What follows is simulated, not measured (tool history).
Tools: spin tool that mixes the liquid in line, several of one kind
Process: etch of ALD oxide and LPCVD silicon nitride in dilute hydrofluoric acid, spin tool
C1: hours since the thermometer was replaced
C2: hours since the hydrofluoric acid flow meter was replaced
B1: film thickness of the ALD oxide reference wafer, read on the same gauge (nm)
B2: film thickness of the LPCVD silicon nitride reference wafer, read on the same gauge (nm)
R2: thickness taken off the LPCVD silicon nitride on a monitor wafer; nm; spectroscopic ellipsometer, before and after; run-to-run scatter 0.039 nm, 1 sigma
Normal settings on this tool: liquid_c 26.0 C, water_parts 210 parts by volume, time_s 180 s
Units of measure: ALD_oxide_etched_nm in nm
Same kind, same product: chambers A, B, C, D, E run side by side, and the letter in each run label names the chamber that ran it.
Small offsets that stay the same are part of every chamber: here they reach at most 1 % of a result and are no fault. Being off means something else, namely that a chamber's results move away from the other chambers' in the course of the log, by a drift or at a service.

run 1C hour=4.7 | liquid_c=26.0 water_parts=210 time_s=180 | C1=275.0 C2=268.4 | B1=110.01 B2=120.01 | ALD_oxide_etched_nm=17.783 R2=0.47161
run 2B hour=10.4 | liquid_c=26.0 water_parts=210 time_s=180 | C1=995.3 C2=1720.1 | B1=109.99 B2=119.99 | ALD_oxide_etched_nm=17.782 R2=0.39691
run 3A hour=14.4 | liquid_c=26.0 water_parts=210 time_s=180 | C1=891.5 C2=682.6 | B1=110.01 B2=119.97 | ALD_oxide_etched_nm=17.761 R2=0.44023
run 4E hour=19.5 | liquid_c=26.0 water_parts=210 time_s=180 | C1=2109.5 C2=417.0 | B1=109.99 B2=119.97 | ALD_oxide_etched_nm=17.687 R2=0.51639
run 5D hour=22.5 | liquid_c=26.0 water_parts=210 time_s=180 | C1=303.4 C2=249.1 | B1=109.98 B2=120.06 | ALD_oxide_etched_nm=17.761 R2=0.50057
run 6C hour=27.6 | liquid_c=26.0 water_parts=210 time_s=180 | C1=297.9 C2=291.3 | B1=110.01 B2=119.96 | ALD_oxide_etched_nm=17.673 R2=0.45403
run 7A hour=32.4 | liquid_c=26.0 water_parts=210 time_s=180 | C1=909.5 C2=700.6 | B1=110.02 B2=120.04 | ALD_oxide_etched_nm=17.817 R2=0.38666
run 8E hour=36.8 | liquid_c=26.0 water_parts=210 time_s=180 | C1=2126.8 C2=434.3 | B1=109.99 B2=119.99 | ALD_oxide_etched_nm=17.642 R2=0.50314
run 9B hour=41.2 | liquid_c=26.0 water_parts=210 time_s=180 | C1=1026.1 C2=1750.9 | B1=109.98 B2=120.00 | ALD_oxide_etched_nm=17.840 R2=0.48693
run 10D hour=45.9 | liquid_c=26.0 water_parts=210 time_s=180 | C1=326.8 C2=272.5 | B1=110.00 B2=120.02 | ALD_oxide_etched_nm=17.743 R2=0.44852
run 11D hour=51.6 | liquid_c=26.0 water_parts=210 time_s=180 | C1=332.5 C2=278.2 | B1=110.02 B2=119.99 | ALD_oxide_etched_nm=17.950 R2=0.45325
-- hour=54.1 chamber A: thermometer replaced
run 12E hour=54.5 | liquid_c=26.0 water_parts=210 time_s=180 | C1=2144.5 C2=452.0 | B1=110.03 B2=120.01 | ALD_oxide_etched_nm=17.536 R2=0.41624
run 13B hour=59.8 | liquid_c=26.0 water_parts=210 time_s=180 | C1=1044.7 C2=1769.5 | B1=109.93 B2=120.01 | ALD_oxide_etched_nm=17.768 R2=0.46628
run 14C hour=64.4 | liquid_c=27.5 water_parts=260 time_s=180 | C1=334.7 C2=328.1 | B1=109.96 B2=119.99 | ALD_oxide_etched_nm=14.148 R2=0.41901
run 15A hour=67.7 | liquid_c=27.5 water_parts=260 time_s=180 | C1=13.6 C2=735.9 | B1=110.05 B2=119.99 | ALD_oxide_etched_nm=14.345 R2=0.36428
run 16D hour=71.2 | liquid_c=27.5 water_parts=260 time_s=180 | C1=352.1 C2=297.8 | B1=110.03 B2=120.00 | ALD_oxide_etched_nm=14.233 R2=0.42179
run 17B hour=74.3 | liquid_c=27.5 water_parts=260 time_s=180 | C1=1059.2 C2=1784.0 | B1=110.00 B2=119.98 | ALD_oxide_etched_nm=14.326 R2=0.43401
run 18C hour=77.4 | liquid_c=27.5 water_parts=260 time_s=180 | C1=347.7 C2=341.1 | B1=109.97 B2=119.98 | ALD_oxide_etched_nm=14.263 R2=0.37359
run 19A hour=80.5 | liquid_c=26.0 water_parts=210 time_s=180 | C1=26.4 C2=748.7 | B1=109.97 B2=120.00 | ALD_oxide_etched_nm=17.896 R2=0.43302
run 20E hour=84.2 | liquid_c=26.0 water_parts=210 time_s=180 | C1=2174.2 C2=481.7 | B1=109.97 B2=119.93 | ALD_oxide_etched_nm=17.618 R2=0.42517
run 21C hour=88.4 | liquid_c=26.0 water_parts=210 time_s=180 | C1=358.7 C2=352.1 | B1=110.02 B2=120.01 | ALD_oxide_etched_nm=17.505 R2=0.42570
run 22B hour=92.5 | liquid_c=26.0 water_parts=210 time_s=180 | C1=1077.4 C2=1802.2 | B1=110.00 B2=119.99 | ALD_oxide_etched_nm=17.787 R2=0.45468
run 23D hour=98.4 | liquid_c=26.0 water_parts=210 time_s=180 | C1=379.3 C2=325.0 | B1=110.04 B2=119.99 | ALD_oxide_etched_nm=17.834 R2=0.52079
run 24A hour=103.1 | liquid_c=26.0 water_parts=210 time_s=105 | C1=49.0 C2=771.3 | B1=110.03 B2=120.00 | ALD_oxide_etched_nm=10.435 R2=0.24224
run 25E hour=108.6 | liquid_c=26.0 water_parts=210 time_s=105 | C1=2198.6 C2=506.1 | B1=109.96 B2=119.98 | ALD_oxide_etched_nm=10.343 R2=0.28580
run 26B hour=113.5 | liquid_c=26.0 water_parts=210 time_s=105 | C1=1098.4 C2=1823.2 | B1=110.02 B2=119.96 | ALD_oxide_etched_nm=10.321 R2=0.27830
run 27D hour=117.1 | liquid_c=26.0 water_parts=210 time_s=105 | C1=398.0 C2=343.7 | B1=110.00 B2=120.01 | ALD_oxide_etched_nm=10.295 R2=0.25175
run 28C hour=120.9 | liquid_c=26.0 water_parts=210 time_s=105 | C1=391.2 C2=384.6 | B1=109.98 B2=119.97 | ALD_oxide_etched_nm=10.424 R2=0.28853
run 29A hour=124.7 | liquid_c=26.0 water_parts=210 time_s=235 | C1=70.6 C2=792.9 | B1=109.99 B2=119.99 | ALD_oxide_etched_nm=23.088 R2=0.58249
run 30E hour=128.1 | liquid_c=26.0 water_parts=210 time_s=235 | C1=2218.1 C2=525.6 | B1=109.99 B2=119.98 | ALD_oxide_etched_nm=23.080 R2=0.55092
run 31E hour=133.7 | liquid_c=26.0 water_parts=210 time_s=235 | C1=2223.7 C2=531.2 | B1=109.97 B2=120.00 | ALD_oxide_etched_nm=22.842 R2=0.61362
run 32B hour=138.6 | liquid_c=26.0 water_parts=210 time_s=235 | C1=1123.5 C2=1848.3 | B1=110.07 B2=119.99 | ALD_oxide_etched_nm=23.595 R2=0.63390
run 33C hour=143.9 | liquid_c=26.0 water_parts=210 time_s=235 | C1=414.2 C2=407.6 | B1=110.02 B2=120.01 | ALD_oxide_etched_nm=23.114 R2=0.66966
run 34D hour=147.8 | liquid_c=23.0 water_parts=210 time_s=180 | C1=428.7 C2=374.4 | B1=110.02 B2=119.97 | ALD_oxide_etched_nm=15.951 R2=0.38587
run 35A hour=152.0 | liquid_c=23.0 water_parts=210 time_s=180 | C1=97.9 C2=820.2 | B1=110.02 B2=120.00 | ALD_oxide_etched_nm=15.766 R2=0.41504
run 36E hour=155.4 | liquid_c=23.0 water_parts=210 time_s=180 | C1=2245.4 C2=552.9 | B1=110.03 B2=119.98 | ALD_oxide_etched_nm=15.695 R2=0.32943
run 37D hour=160.7 | liquid_c=23.0 water_parts=210 time_s=180 | C1=441.6 C2=387.3 | B1=109.93 B2=120.03 | ALD_oxide_etched_nm=15.925 R2=0.40623
run 38B hour=166.1 | liquid_c=23.0 water_parts=210 time_s=180 | C1=1151.0 C2=1875.8 | B1=109.98 B2=119.98 | ALD_oxide_etched_nm=16.004 R2=0.29352
run 39C hour=168.8 | liquid_c=26.0 water_parts=145 time_s=180 | C1=439.1 C2=432.5 | B1=110.03 B2=120.04 | ALD_oxide_etched_nm=27.796 R2=0.58830
run 40A hour=173.7 | liquid_c=26.0 water_parts=145 time_s=180 | C1=119.6 C2=841.9 | B1=109.98 B2=120.00 | ALD_oxide_etched_nm=27.567 R2=0.61176

Is one chamber out of step, is the gauge drifting, or do the chambers differ by no more than their own small offsets? For an off chamber, give its letter and the likeliest cause.

All chambers stay in line apart from their small fixed offsets, and the gauge does not drift.
